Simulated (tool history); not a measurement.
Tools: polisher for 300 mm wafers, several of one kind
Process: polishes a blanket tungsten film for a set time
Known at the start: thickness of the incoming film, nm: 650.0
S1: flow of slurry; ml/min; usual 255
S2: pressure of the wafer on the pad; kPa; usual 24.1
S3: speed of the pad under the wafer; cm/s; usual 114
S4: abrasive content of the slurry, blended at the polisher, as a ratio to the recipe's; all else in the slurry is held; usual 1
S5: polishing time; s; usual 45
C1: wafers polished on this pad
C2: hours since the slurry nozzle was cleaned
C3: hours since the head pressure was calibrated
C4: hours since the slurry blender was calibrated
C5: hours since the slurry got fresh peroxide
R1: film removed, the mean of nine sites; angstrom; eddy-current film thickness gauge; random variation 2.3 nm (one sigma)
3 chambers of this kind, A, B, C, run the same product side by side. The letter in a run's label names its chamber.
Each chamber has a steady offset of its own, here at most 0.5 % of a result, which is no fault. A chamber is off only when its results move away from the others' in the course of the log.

run	hour	S1	S2	S3	S4	S5	C1	C2	C3	C4	C5	R1
1A	5.7	255	24.1	114	1	45	228	260.4	595.3	136.8	7.3	2508.9
2B	13.8	255	24.1	114	1	45	474	232.3	248.9	211.7	73	2527.2
# hour 15.5: chamber B: slurry tank refilled with fresh slurry and peroxide
# hour 21.2: chamber C: slurry blender recalibrated
3C	21.8	255	24.1	114	1	45	1365	25	880.2	0.6	55.2	2555.4
# hour 25.3: chamber B: slurry blender recalibrated
# hour 25.3: chamber C: worn pad replaced by a new one
4A	25.9	255	24.1	114	1	45	506	280.6	615.5	157	27.5	2539.8
# hour 29.3: chamber C: slurry tank refilled with fresh slurry and peroxide
5B	30.4	255	24.1	114	1	45	702	248.9	265.5	5.2	14.9	2585.3
6C	37.2	255	24.1	114	1	45	163	40.4	895.6	16	8	2496.2
7B	42.1	255	24.1	114	1	45	863	260.6	277.2	16.9	26.6	2560.8
# hour 44.9: chamber B: worn pad replaced by a new one
8C	46.4	255	24.1	114	1	45	290	49.6	904.8	25.2	17.2	2534.2
# hour 51.2: chamber A: worn pad replaced by a new one
# hour 51.8: chamber A: slurry tank refilled with fresh slurry and peroxide
9A	52.1	255	24.1	114	1	45	12	306.8	641.7	183.2	0.3	2517.8
10C	60.1	255	24.1	114	0.85	45	478	63.3	918.5	38.9	30.9	2407.7
11B	65	255	24.1	114	0.85	45	276	283.5	300.1	39.8	49.5	2464.7
12A	72.7	255	24.1	114	0.85	45	295	327.4	662.3	203.8	20.9	2421.9
# hour 73.2: chamber A: slurry nozzle cleaned
13B	79.8	255	24.1	114	1	45	480	298.3	314.9	54.6	64.3	2526.8
14A	86.8	220	24.1	114	0.75	45	489	13.6	676.4	217.9	35	2271.8
# hour 92.6: chamber B: slurry tank refilled with fresh slurry and peroxide
15C	93.5	220	24.1	114	0.75	45	938	96.7	951.9	72.3	64.3	2221.6
# hour 96.5: chamber C: slurry tank refilled with fresh slurry and peroxide
16A	97.7	220	24.1	114	0.75	45	639	24.5	687.3	228.8	45.9	2325.8
17B	102.3	255	24.1	114	1	45	790	320.8	337.4	77.1	9.7	2552.1
# hour 105.9: chamber A: slurry tank refilled with fresh slurry and peroxide
18C	106.6	320	24.1	114	1	45	1118	109.8	965	85.4	10.1	2440.2
# hour 108.9: chamber B: worn pad replaced by a new one
19C	112.7	320	24.1	114	1	45	1202	115.9	971.1	91.5	16.2	2414
# hour 116.6: chamber C: worn pad replaced by a new one
20B	119.9	320	24.1	114	1	45	152	338.4	355	94.7	27.3	2617.5
21A	125.6	255	24.1	114	1	45	1023	52.4	715.2	256.7	19.7	2529.1
# hour 129.1: chamber A: slurry blender recalibrated
22C	130.2	255	24.1	114	1	45	187	133.4	988.6	109	33.7	2338.6
# hour 130.3: chamber A: worn pad replaced by a new one
23B	136.3	255	24.1	114	1	45	378	354.8	371.4	111.1	43.7	2540
24A	143	255	24.1	114	1	45	175	69.8	732.6	13.9	37.1	2471.8
# hour 144.2: chamber A: head pressure recalibrated
25A	150.6	255	24.1	114	1	45	280	77.4	6.5	21.5	44.7	2521.8
# hour 152.7: chamber C: slurry tank refilled with fresh slurry and peroxide
# hour 156.6: chamber B: slurry tank refilled with fresh slurry and peroxide
26B	156.7	255	24.1	114	1	45	658	375.2	391.8	131.5	0.1	2560.8
# hour 156.8: chamber A: slurry tank refilled with fresh slurry and peroxide
27C	161.2	255	18.6	114	1	45	614	164.4	1019.6	140	8.6	1753.9
28A	169.1	255	18.6	114	1	45	535	95.9	25	40	12.3	1966.9

What goes on in this fleet: one chamber off, a drifting gauge, or nothing beyond the chambers' own small offsets? Name the chamber and the cause, if any.

Chamber C drifts away from the others.
Cause: head's pressure below its setpoint, % = 11.
The log may not tell that from: abrasive missing from the slurry, %.

Here are 4 candidates for chamber C's next run, each the usual settings with a change, their results left as question marks. Which one brings its results back in line with what the others give on the usual settings?
In line means no further than this from the other chambers' mean on the usual settings: R1 80 angstrom
29C-1	174.9	260	24.1	114	1	51						?
29C-2	174.9	195	24.1	114	0.65	45						?
29C-3	174.9	255	24.1	114	1	47						?
29C-4	174.9	255	24.1	112	1	44						?

The other chambers' mean on the usual settings: R1 2541.2 angstrom
run	R1
29C-1	2542.2
29C-2	1958
29C-3	2338
29C-4	2150.4
29C-1 brings the chamber back in line.
